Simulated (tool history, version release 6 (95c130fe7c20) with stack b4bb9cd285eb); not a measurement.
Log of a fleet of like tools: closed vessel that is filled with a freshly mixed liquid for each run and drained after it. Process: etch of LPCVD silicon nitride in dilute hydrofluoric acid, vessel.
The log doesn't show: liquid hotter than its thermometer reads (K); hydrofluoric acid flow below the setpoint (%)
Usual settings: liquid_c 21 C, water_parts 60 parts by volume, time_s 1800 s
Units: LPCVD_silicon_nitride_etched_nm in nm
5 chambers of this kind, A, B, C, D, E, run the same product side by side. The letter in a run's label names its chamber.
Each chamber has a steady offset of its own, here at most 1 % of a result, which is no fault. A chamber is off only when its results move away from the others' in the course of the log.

run   hour  liquid_c  water_parts  time_s  hours since the thermometer was replaced  hours since the hydrofluoric acid flow meter was replaced  read-back film thickness of the LPCVD silicon nitride reference wafer, read on the same gauge (nm)  LPCVD_silicon_nitride_etched_nm
 1E    5.7        21           60    1800                                     187.1                                                       17.0                                                                                              90.003                          12.7310
 2C    9.4        21           60    1800                                    1389.4                                                     1544.8                                                                                              89.997                          12.9150
 3B   13.1        21           60    1800                                     827.1                                                     1101.4                                                                                              89.979                          12.8520
 4D   18.6        21           60    1800                                    1126.6                                                      501.4                                                                                              89.956                          12.7740
 5A   22.3        21           60    1800                                     842.8                                                      829.2                                                                                              89.989                          12.7320
 6A   28.1        21           60    1800                                     848.6                                                      835.0                                                                                              89.998                          12.8520
 7D   32.7        21           60    1800                                    1140.7                                                      515.5                                                                                              89.989                          12.6760
 8E   38.4        21           60    1800                                     219.8                                                       49.7                                                                                              90.026                          12.5720
 9C   41.4        21           60     915                                    1421.4                                                     1576.8                                                                                              89.943                           6.6158
10B   47.2        21           60     915                                     861.2                                                     1135.5                                                                                              89.977                           6.4669
11B   50.7        21           60     915                                     864.7                                                     1139.0                                                                                              89.972                           6.5226
12A   55.5        21           60     915                                     876.0                                                      862.4                                                                                              89.968                           6.5529
13D   60.4        21           60     915                                    1168.4                                                      543.2                                                                                              89.998                           6.4135
14C   65.5        21           60    1800                                    1445.5                                                     1600.9                                                                                              90.014                          12.8910
15E   69.7        21           60    1800                                     251.1                                                       81.0                                                                                              90.045                          12.8090
16C   73.0        21           60    1800                                    1453.0                                                     1608.4                                                                                              90.016                          12.9040
17D   78.0        21           60    1800                                    1186.0                                                      560.8                                                                                              89.974                          12.7250
18A   81.8        21           60    1800                                     902.3                                                      888.7                                                                                              89.965                          12.9220
19B   85.6        21           60    1800                                     899.6                                                     1173.9                                                                                              89.977                          13.0530
20E   89.0        21           60    1800                                     270.4                                                      100.3                                                                                              89.979                          12.7130
21C   95.2        21           60    1420                                    1475.2                                                     1630.6                                                                                              90.024                          10.0880
22A   98.1        21           60    1420                                     918.6                                                      905.0                                                                                              89.976                          10.1900
23D  102.7        21           60    1420                                    1210.7                                                      585.5                                                                                              89.989                           9.9718
24B  106.9        21           60    1420                                     920.9                                                     1195.2                                                                                              90.022                          10.3650
     107.5  -- chamber D: hydrofluoric acid flow meter replaced
25E  110.9        21           60    1420                                     292.3                                                      122.2                                                                                              90.005                          10.0740
26E  114.4        21           60    1100                                     295.8                                                      125.7                                                                                              89.989                           7.7909
27D  120.5        21           60    1100                                    1228.5                                                       13.0                                                                                              89.946                           7.8223
28B  123.6        21           60    1100                                     937.6                                                     1211.9                                                                                              90.024                           8.1674
29A  128.8        21           60    1100                                     949.3                                                      935.7                                                                                              89.998                           7.8492
30C  133.6        21           60    1100                                    1513.6                                                     1669.0                                                                                              89.993                           7.8955
31D  136.8        21           80     835                                    1244.8                                                       29.3                                                                                              89.997                           4.4234
32C  140.9        21           80     835                                    1520.9                                                     1676.3                                                                                              90.017                           4.5629
33E  147.1        21           80     835                                     328.5                                                      158.4                                                                                              90.013                           4.4995
34B  153.1        21           80     835                                     967.1                                                     1241.4                                                                                              90.018                           4.7259
35A  158.3        21           80     835                                     978.8                                                      965.2                                                                                              90.016                           4.5443
36A  162.3        21           60    1800                                     982.8                                                      969.2                                                                                              90.011                          12.7580
37E  168.4        21           60    1800                                     349.8                                                      179.7                                                                                              90.027                          12.6940
38D  171.7        17           60    1800                                    1279.7                                                       64.2                                                                                              90.019                           9.6342
39C  176.5        17           60    1800                                    1556.5                                                     1711.9                                                                                              89.974                           9.5881
40B  183.1        17           60    1800                                     997.1                                                     1271.4                                                                                              90.019                          10.6090
41E  187.6        17           60    1800                                     369.0                                                      198.9                                                                                              89.961                           9.5636
42C  191.9        17           60    1800                                    1571.9                                                     1727.3                                                                                              89.974                           9.7065
43D  196.3        21           60    1800                                    1304.3                                                       88.8                                                                                              90.042                          12.7750
44B  202.9        21           60    1800                                    1016.9                                                     1291.2                                                                                              89.994                          13.9540

Next, every chamber runs the same settings. What will each give?
45A  207.5        21           60    1800                                                                                                                                                                                                                                         ?
45B  207.5        21           60    1800                                                                                                                                                                                                                                         ?
45C  207.5        21           60    1800                                                                                                                                                                                                                                         ?
45D  207.5        21           60    1800                                                                                                                                                                                                                                         ?
45E  207.5        21           60    1800                                                                                                                                                                                                                                         ?

run  LPCVD_silicon_nitride_etched_nm
45A                          12.7260
45B                          13.9890
45C                          12.8770
45D                          12.9130
45E                          12.7360
